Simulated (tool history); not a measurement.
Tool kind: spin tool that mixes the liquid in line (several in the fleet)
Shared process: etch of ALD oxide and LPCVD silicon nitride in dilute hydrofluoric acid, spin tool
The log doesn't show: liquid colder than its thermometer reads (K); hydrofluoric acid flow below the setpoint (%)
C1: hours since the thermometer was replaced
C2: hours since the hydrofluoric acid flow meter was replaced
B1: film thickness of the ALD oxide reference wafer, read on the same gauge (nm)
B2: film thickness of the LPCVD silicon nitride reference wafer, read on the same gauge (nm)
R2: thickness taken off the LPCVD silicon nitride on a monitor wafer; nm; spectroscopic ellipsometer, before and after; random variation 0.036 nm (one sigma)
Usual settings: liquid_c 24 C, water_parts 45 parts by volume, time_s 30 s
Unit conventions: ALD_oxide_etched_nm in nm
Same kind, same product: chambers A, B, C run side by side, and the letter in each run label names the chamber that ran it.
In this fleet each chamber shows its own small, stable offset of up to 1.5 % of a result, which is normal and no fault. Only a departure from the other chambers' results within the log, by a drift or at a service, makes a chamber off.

{"run": "1A", "hour": 5.8, "liquid_c": 24, "water_parts": 45, "time_s": 30, "C1": 1307.6, "C2": 1723.8, "B1": 99.988, "B2": 70.02, "ALD_oxide_etched_nm": 10.851, "R2": 0.34722}
{"run": "2B", "hour": 10.1, "liquid_c": 24, "water_parts": 45, "time_s": 30, "C1": 520.6, "C2": 73.3, "B1": 99.965, "B2": 70.011, "ALD_oxide_etched_nm": 10.94, "R2": 0.30984}
{"run": "3C", "hour": 17.2, "liquid_c": 24, "water_parts": 45, "time_s": 30, "C1": 556.4, "C2": 605.9, "B1": 99.984, "B2": 70.009, "ALD_oxide_etched_nm": 10.904, "R2": 0.32928}
{"run": "4B", "hour": 22.1, "liquid_c": 24, "water_parts": 45, "time_s": 30, "C1": 532.6, "C2": 85.3, "B1": 99.957, "B2": 70.011, "ALD_oxide_etched_nm": 10.866, "R2": 0.28322}
{"run": "5C", "hour": 29.0, "liquid_c": 24, "water_parts": 45, "time_s": 30, "C1": 568.2, "C2": 617.7, "B1": 100.03, "B2": 70.003, "ALD_oxide_etched_nm": 10.793, "R2": 0.34298}
{"run": "6A", "hour": 35.0, "liquid_c": 24, "water_parts": 45, "time_s": 15, "C1": 1336.8, "C2": 1753, "B1": 99.944, "B2": 70.006, "ALD_oxide_etched_nm": 5.3643, "R2": 0.15679}
{"run": "7A", "hour": 41.4, "liquid_c": 24, "water_parts": 45, "time_s": 15, "C1": 1343.2, "C2": 1759.4, "B1": 99.97, "B2": 69.993, "ALD_oxide_etched_nm": 5.3911, "R2": 0.19466}
{"run": "8C", "hour": 47.6, "liquid_c": 24, "water_parts": 45, "time_s": 15, "C1": 586.8, "C2": 636.3, "B1": 100.04, "B2": 70.006, "ALD_oxide_etched_nm": 5.4214, "R2": 0.17481}
{"run": "9B", "hour": 51.8, "liquid_c": 24, "water_parts": 45, "time_s": 30, "C1": 562.3, "C2": 115, "B1": 100.04, "B2": 70.011, "ALD_oxide_etched_nm": 10.823, "R2": 0.30945}
{"run": "10A", "hour": 60.7, "liquid_c": 24, "water_parts": 45, "time_s": 50, "C1": 1362.5, "C2": 1778.7, "B1": 99.99, "B2": 70.01, "ALD_oxide_etched_nm": 18.274, "R2": 0.60939}
{"run": "11B", "hour": 69.3, "liquid_c": 24, "water_parts": 45, "time_s": 50, "C1": 579.8, "C2": 132.5, "B1": 99.993, "B2": 70.007, "ALD_oxide_etched_nm": 18.259, "R2": 0.56167}
{"run": "12C", "hour": 77.8, "liquid_c": 24, "water_parts": 45, "time_s": 50, "C1": 617, "C2": 666.5, "B1": 100.03, "B2": 70.003, "ALD_oxide_etched_nm": 17.859, "R2": 0.64153}
{"run": "13C", "hour": 82.8, "liquid_c": 24, "water_parts": 45, "time_s": 30, "C1": 622, "C2": 671.5, "B1": 99.97, "B2": 70.008, "ALD_oxide_etched_nm": 10.779, "R2": 0.3271}
{"run": "14B", "hour": 91.6, "liquid_c": 24, "water_parts": 45, "time_s": 30, "C1": 602.1, "C2": 154.8, "B1": 99.951, "B2": 69.99, "ALD_oxide_etched_nm": 10.833, "R2": 0.35404}
{"run": "15A", "hour": 99.2, "liquid_c": 27.5, "water_parts": 45, "time_s": 40, "C1": 1401, "C2": 1817.2, "B1": 99.977, "B2": 70, "ALD_oxide_etched_nm": 16.731, "R2": 0.51604}
{"run": "16A", "hour": 107.8, "liquid_c": 27.5, "water_parts": 45, "time_s": 40, "C1": 1409.6, "C2": 1825.8, "B1": 100.02, "B2": 70.012, "ALD_oxide_etched_nm": 16.505, "R2": 0.48422}
{"run": "17C", "hour": 114.0, "liquid_c": 27.5, "water_parts": 45, "time_s": 40, "C1": 653.2, "C2": 702.7, "B1": 99.995, "B2": 70.001, "ALD_oxide_etched_nm": 16.75, "R2": 0.60196}
{"run": "18B", "hour": 118.1, "liquid_c": 24, "water_parts": 45, "time_s": 30, "C1": 628.6, "C2": 181.3, "B1": 100.05, "B2": 70.002, "ALD_oxide_etched_nm": 10.755, "R2": 0.31881}
{"run": "19C", "hour": 127.0, "liquid_c": 24, "water_parts": 45, "time_s": 30, "C1": 666.2, "C2": 715.7, "B1": 100.01, "B2": 70.012, "ALD_oxide_etched_nm": 10.683, "R2": 0.33545}
{"hour": 127.8, "done": "chamber A: hydrofluoric acid flow meter replaced"}
{"run": "20A", "hour": 135.6, "liquid_c": 24, "water_parts": 45, "time_s": 30, "C1": 1437.4, "C2": 7.8, "B1": 99.986, "B2": 69.998, "ALD_oxide_etched_nm": 11.101, "R2": 0.35246}
{"run": "21B", "hour": 144.5, "liquid_c": 24, "water_parts": 45, "time_s": 30, "C1": 655, "C2": 207.7, "B1": 100, "B2": 69.992, "ALD_oxide_etched_nm": 10.317, "R2": 0.32129}
{"run": "22B", "hour": 152.5, "liquid_c": 24, "water_parts": 45, "time_s": 30, "C1": 663, "C2": 215.7, "B1": 99.995, "B2": 69.997, "ALD_oxide_etched_nm": 10.517, "R2": 0.28971}
{"run": "23A", "hour": 157.0, "liquid_c": 24, "water_parts": 45, "time_s": 30, "C1": 1458.8, "C2": 29.2, "B1": 100.01, "B2": 69.984, "ALD_oxide_etched_nm": 10.816, "R2": 0.30549}
{"run": "24C", "hour": 162.1, "liquid_c": 24, "water_parts": 45, "time_s": 30, "C1": 701.3, "C2": 750.8, "B1": 99.976, "B2": 70.013, "ALD_oxide_etched_nm": 10.656, "R2": 0.35779}
{"run": "25A", "hour": 169.3, "liquid_c": 24, "water_parts": 45, "time_s": 30, "C1": 1471.1, "C2": 41.5, "B1": 99.961, "B2": 70.013, "ALD_oxide_etched_nm": 10.815, "R2": 0.36214}
{"run": "26C", "hour": 175.6, "liquid_c": 24, "water_parts": 45, "time_s": 30, "C1": 714.8, "C2": 764.3, "B1": 99.99, "B2": 69.999, "ALD_oxide_etched_nm": 10.991, "R2": 0.31202}
{"run": "27B", "hour": 181.4, "liquid_c": 24, "water_parts": 45, "time_s": 30, "C1": 691.9, "C2": 244.6, "B1": 99.988, "B2": 69.997, "ALD_oxide_etched_nm": 10.367, "R2": 0.25649}
{"run": "28A", "hour": 185.8, "liquid_c": 24, "water_parts": 60, "time_s": 30, "C1": 1487.6, "C2": 58, "B1": 99.973, "B2": 69.999, "ALD_oxide_etched_nm": 8.0714, "R2": 0.28856}
{"run": "29B", "hour": 192.2, "liquid_c": 24, "water_parts": 60, "time_s": 30, "C1": 702.7, "C2": 255.4, "B1": 100.03, "B2": 69.996, "ALD_oxide_etched_nm": 7.4784, "R2": 0.2498}
{"run": "30C", "hour": 196.5, "liquid_c": 24, "water_parts": 60, "time_s": 30, "C1": 735.7, "C2": 785.2, "B1": 99.976, "B2": 70.005, "ALD_oxide_etched_nm": 8.0242, "R2": 0.25987}
{"run": "31A", "hour": 203.9, "liquid_c": 24, "water_parts": 45, "time_s": 30, "C1": 1505.7, "C2": 76.1, "B1": 100, "B2": 69.994, "ALD_oxide_etched_nm": 10.94, "R2": 0.32619}
{"run": "32B", "hour": 210.5, "liquid_c": 24, "water_parts": 45, "time_s": 30, "C1": 721, "C2": 273.7, "B1": 99.96, "B2": 69.99, "ALD_oxide_etched_nm": 10.334, "R2": 0.30879}
{"run": "33C", "hour": 218.4, "liquid_c": 24, "water_parts": 45, "time_s": 30, "C1": 757.6, "C2": 807.1, "B1": 100, "B2": 70.013, "ALD_oxide_etched_nm": 10.865, "R2": 0.25028}
{"run": "34C", "hour": 225.4, "liquid_c": 24, "water_parts": 45, "time_s": 30, "C1": 764.6, "C2": 814.1, "B1": 100.06, "B2": 70.004, "ALD_oxide_etched_nm": 10.741, "R2": 0.35062}
{"run": "35B", "hour": 234.0, "liquid_c": 24, "water_parts": 65, "time_s": 15, "C1": 744.5, "C2": 297.2, "B1": 100.04, "B2": 70.006, "ALD_oxide_etched_nm": 3.4411, "R2": 0.10438}
{"run": "36A", "hour": 241.5, "liquid_c": 24, "water_parts": 65, "time_s": 15, "C1": 1543.3, "C2": 113.7, "B1": 100.01, "B2": 69.998, "ALD_oxide_etched_nm": 3.6941, "R2": 0.13113}
{"run": "37A", "hour": 250.6, "liquid_c": 24, "water_parts": 65, "time_s": 15, "C1": 1552.4, "C2": 122.8, "B1": 99.979, "B2": 70.008, "ALD_oxide_etched_nm": 3.6451, "R2": 0.12092}
{"run": "38C", "hour": 255.9, "liquid_c": 24, "water_parts": 65, "time_s": 30, "C1": 795.1, "C2": 844.6, "B1": 100, "B2": 69.992, "ALD_oxide_etched_nm": 7.4036, "R2": 0.24155}
{"run": "39B", "hour": 260.9, "liquid_c": 24, "water_parts": 65, "time_s": 30, "C1": 771.4, "C2": 324.1, "B1": 100.01, "B2": 69.991, "ALD_oxide_etched_nm": 6.7495, "R2": 0.22308}
{"run": "40A", "hour": 266.8, "liquid_c": 24, "water_parts": 65, "time_s": 30, "C1": 1568.6, "C2": 139, "B1": 99.998, "B2": 70.012, "ALD_oxide_etched_nm": 7.3673, "R2": 0.26024}

Is one chamber off against the others, does the gauge drift, or is nothing wrong? If a chamber is off, say which, and what the likeliest cause is.

Chamber B drifts away from the others.
Likeliest cause: liquid colder than its thermometer reads (K) = 2.23.

Chamber B could run next with any of the 4 candidate recipes listed below; each alters the usual settings, and their results appear as question marks. Which one brings its results back in line with what the other chambers deliver on the usual settings?
Counts as in line when no further than this from what the other chambers average on the usual settings: ALD_oxide_etched_nm 0.31 nm; R2 0.12 nm
{"run": "41B-1", "hour": 273.4, "liquid_c": 22, "water_parts": 45, "time_s": 30, "ALD_oxide_etched_nm": "?", "R2": "?"}
{"run": "41B-2", "hour": 273.4, "liquid_c": 26, "water_parts": 45, "time_s": 30, "ALD_oxide_etched_nm": "?", "R2": "?"}
{"run": "41B-3", "hour": 273.4, "liquid_c": 25, "water_parts": 45, "time_s": 30, "ALD_oxide_etched_nm": "?", "R2": "?"}
{"run": "41B-4", "hour": 273.4, "liquid_c": 23, "water_parts": 45, "time_s": 30, "ALD_oxide_etched_nm": "?", "R2": "?"}

Average result of the remaining chambers running the usual settings: ALD_oxide_etched_nm 10.833 nm; R2 0.33178 nm
run=41B-1 ALD_oxide_etched_nm=9.1681 R2=0.24498
run=41B-2 ALD_oxide_etched_nm=10.82 R2=0.32117
run=41B-3 ALD_oxide_etched_nm=10.384 R2=0.30026
run=41B-4 ALD_oxide_etched_nm=9.5583 R2=0.26224
The answer is 41B-2, which returns the chamber to within the allowed miss of the others.
